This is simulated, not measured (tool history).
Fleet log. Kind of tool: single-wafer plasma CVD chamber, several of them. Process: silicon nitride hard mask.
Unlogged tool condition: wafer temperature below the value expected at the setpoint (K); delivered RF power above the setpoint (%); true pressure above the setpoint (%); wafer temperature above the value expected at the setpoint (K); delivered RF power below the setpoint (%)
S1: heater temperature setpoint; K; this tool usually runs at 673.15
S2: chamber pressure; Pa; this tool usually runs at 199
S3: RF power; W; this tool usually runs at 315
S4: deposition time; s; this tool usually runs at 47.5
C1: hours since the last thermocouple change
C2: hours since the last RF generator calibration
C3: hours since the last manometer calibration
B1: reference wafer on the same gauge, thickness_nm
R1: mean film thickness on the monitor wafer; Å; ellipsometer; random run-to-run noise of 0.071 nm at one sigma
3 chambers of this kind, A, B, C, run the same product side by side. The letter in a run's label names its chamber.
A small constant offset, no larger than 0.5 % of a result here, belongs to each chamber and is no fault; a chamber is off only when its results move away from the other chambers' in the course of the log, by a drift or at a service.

run 1A hour=9.1 | S1=673.15 S2=199 S3=315 S4=47.5 | C1=1295.7 C2=733.7 C3=2025.3 | B1=65.618 | R1=555.12
run 2B hour=16.7 | S1=673.15 S2=199 S3=315 S4=47.5 | C1=523.9 C2=973.7 C3=283.6 | B1=65.597 | R1=554.62
run 3C hour=29.9 | S1=673.15 S2=199 S3=315 S4=47.5 | C1=2198.4 C2=2074.2 C3=755.9 | B1=65.626 | R1=553.73
run 4C hour=36.8 | S1=673.15 S2=199 S3=315 S4=47.5 | C1=2205.3 C2=2081.1 C3=762.8 | B1=65.650 | R1=552.67
run 5A hour=45.1 | S1=673.15 S2=199 S3=315 S4=47.5 | C1=1331.7 C2=769.7 C3=2061.3 | B1=65.656 | R1=555.25
run 6B hour=58.2 | S1=673.15 S2=199 S3=315 S4=47.5 | C1=565.4 C2=1015.2 C3=325.1 | B1=65.671 | R1=555.61
run 7B hour=64.1 | S1=673.15 S2=199 S3=315 S4=47.5 | C1=571.3 C2=1021.1 C3=331.0 | B1=65.662 | R1=555.50
run 8A hour=73.1 | S1=673.15 S2=160 S3=315 S4=41.2 | C1=1359.7 C2=797.7 C3=2089.3 | B1=65.665 | R1=450.44
run 9C hour=78.9 | S1=673.15 S2=160 S3=315 S4=41.2 | C1=2247.4 C2=2123.2 C3=804.9 | B1=65.661 | R1=448.10
run 10A hour=87.1 | S1=673.15 S2=160 S3=315 S4=41.2 | C1=1373.7 C2=811.7 C3=2103.3 | B1=65.698 | R1=451.11
run 11C hour=95.3 | S1=673.15 S2=199 S3=315 S4=47.5 | C1=2263.8 C2=2139.6 C3=821.3 | B1=65.696 | R1=553.51
run 12B hour=105.9 | S1=683.15 S2=199 S3=315 S4=47.5 | C1=613.1 C2=1062.9 C3=372.8 | B1=65.709 | R1=552.59
run 13A hour=112.8 | S1=683.15 S2=199 S3=315 S4=47.5 | C1=1399.4 C2=837.4 C3=2129.0 | B1=65.727 | R1=553.79
run 14B hour=122.5 | S1=683.15 S2=199 S3=315 S4=47.5 | C1=629.7 C2=1079.5 C3=389.4 | B1=65.710 | R1=553.75
run 15C hour=128.5 | S1=673.15 S2=199 S3=315 S4=47.5 | C1=2297.0 C2=2172.8 C3=854.5 | B1=65.727 | R1=553.93
run 16A hour=135.4 | S1=673.15 S2=199 S3=315 S4=47.5 | C1=1422.0 C2=860.0 C3=2151.6 | B1=65.740 | R1=555.55
run 17B hour=144.8 | S1=673.15 S2=199 S3=315 S4=47.5 | C1=652.0 C2=1101.8 C3=411.7 | B1=65.738 | R1=555.57
run 18C hour=155.0 | S1=673.15 S2=199 S3=315 S4=47.5 | C1=2323.5 C2=2199.3 C3=881.0 | B1=65.768 | R1=554.16
run 19B hour=163.3 | S1=673.15 S2=199 S3=315 S4=47.5 | C1=670.5 C2=1120.3 C3=430.2 | B1=65.782 | R1=555.46
run 20C hour=176.0 | S1=673.15 S2=199 S3=315 S4=47.5 | C1=2344.5 C2=2220.3 C3=902.0 | B1=65.773 | R1=554.26
run 21A hour=186.5 | S1=673.15 S2=199 S3=340 S4=47.5 | C1=1473.1 C2=911.1 C3=2202.7 | B1=65.810 | R1=585.28
run 22B hour=192.8 | S1=673.15 S2=199 S3=340 S4=47.5 | C1=700.0 C2=1149.8 C3=459.7 | B1=65.816 | R1=585.55
run 23A hour=204.9 | S1=673.15 S2=199 S3=340 S4=47.5 | C1=1491.5 C2=929.5 C3=2221.1 | B1=65.813 | R1=584.94
run 24C hour=213.0 | S1=673.15 S2=199 S3=315 S4=47.5 | C1=2381.5 C2=2257.3 C3=939.0 | B1=65.820 | R1=554.28
run 25A hour=225.3 | S1=673.15 S2=199 S3=315 S4=47.5 | C1=1511.9 C2=949.9 C3=2241.5 | B1=65.849 | R1=557.26
run 26C hour=238.4 | S1=673.15 S2=199 S3=315 S4=47.5 | C1=2406.9 C2=2282.7 C3=964.4 | B1=65.865 | R1=556.28
run 27B hour=248.9 | S1=673.15 S2=199 S3=315 S4=47.5 | C1=756.1 C2=1205.9 C3=515.8 | B1=65.864 | R1=558.02
run 28C hour=258.9 | S1=673.15 S2=199 S3=315 S4=47.5 | C1=2427.4 C2=2303.2 C3=984.9 | B1=65.861 | R1=555.21
run 29B hour=270.0 | S1=673.15 S2=199 S3=315 S4=47.5 | C1=777.2 C2=1227.0 C3=536.9 | B1=65.917 | R1=556.45
run 30A hour=277.2 | S1=673.15 S2=199 S3=315 S4=47.5 | C1=1563.8 C2=1001.8 C3=2293.4 | B1=65.904 | R1=556.23
run 31B hour=288.3 | S1=659.15 S2=199 S3=360 S4=47.5 | C1=795.5 C2=1245.3 C3=555.2 | B1=65.886 | R1=611.11
run 32A hour=300.0 | S1=659.15 S2=199 S3=360 S4=47.5 | C1=1586.6 C2=1024.6 C3=2316.2 | B1=65.913 | R1=612.10
run 33C hour=308.7 | S1=659.15 S2=199 S3=360 S4=47.5 | C1=2477.2 C2=2353.0 C3=1034.7 | B1=65.912 | R1=606.82
run 34C hour=320.8 | S1=673.15 S2=199 S3=315 S4=47.5 | C1=2489.3 C2=2365.1 C3=1046.8 | B1=65.932 | R1=556.39

Which is it: a chamber that has drifted or been left off by a service, a gauge drift common to all chambers, or only each chamber's usual small offset? If a chamber is off, name it and its likeliest cause.

It is the gauge, not a chamber: its drift shows up in every chamber's results at once, and no chamber is off.
Most likely cause: gauge reads high (%) = 0.526.
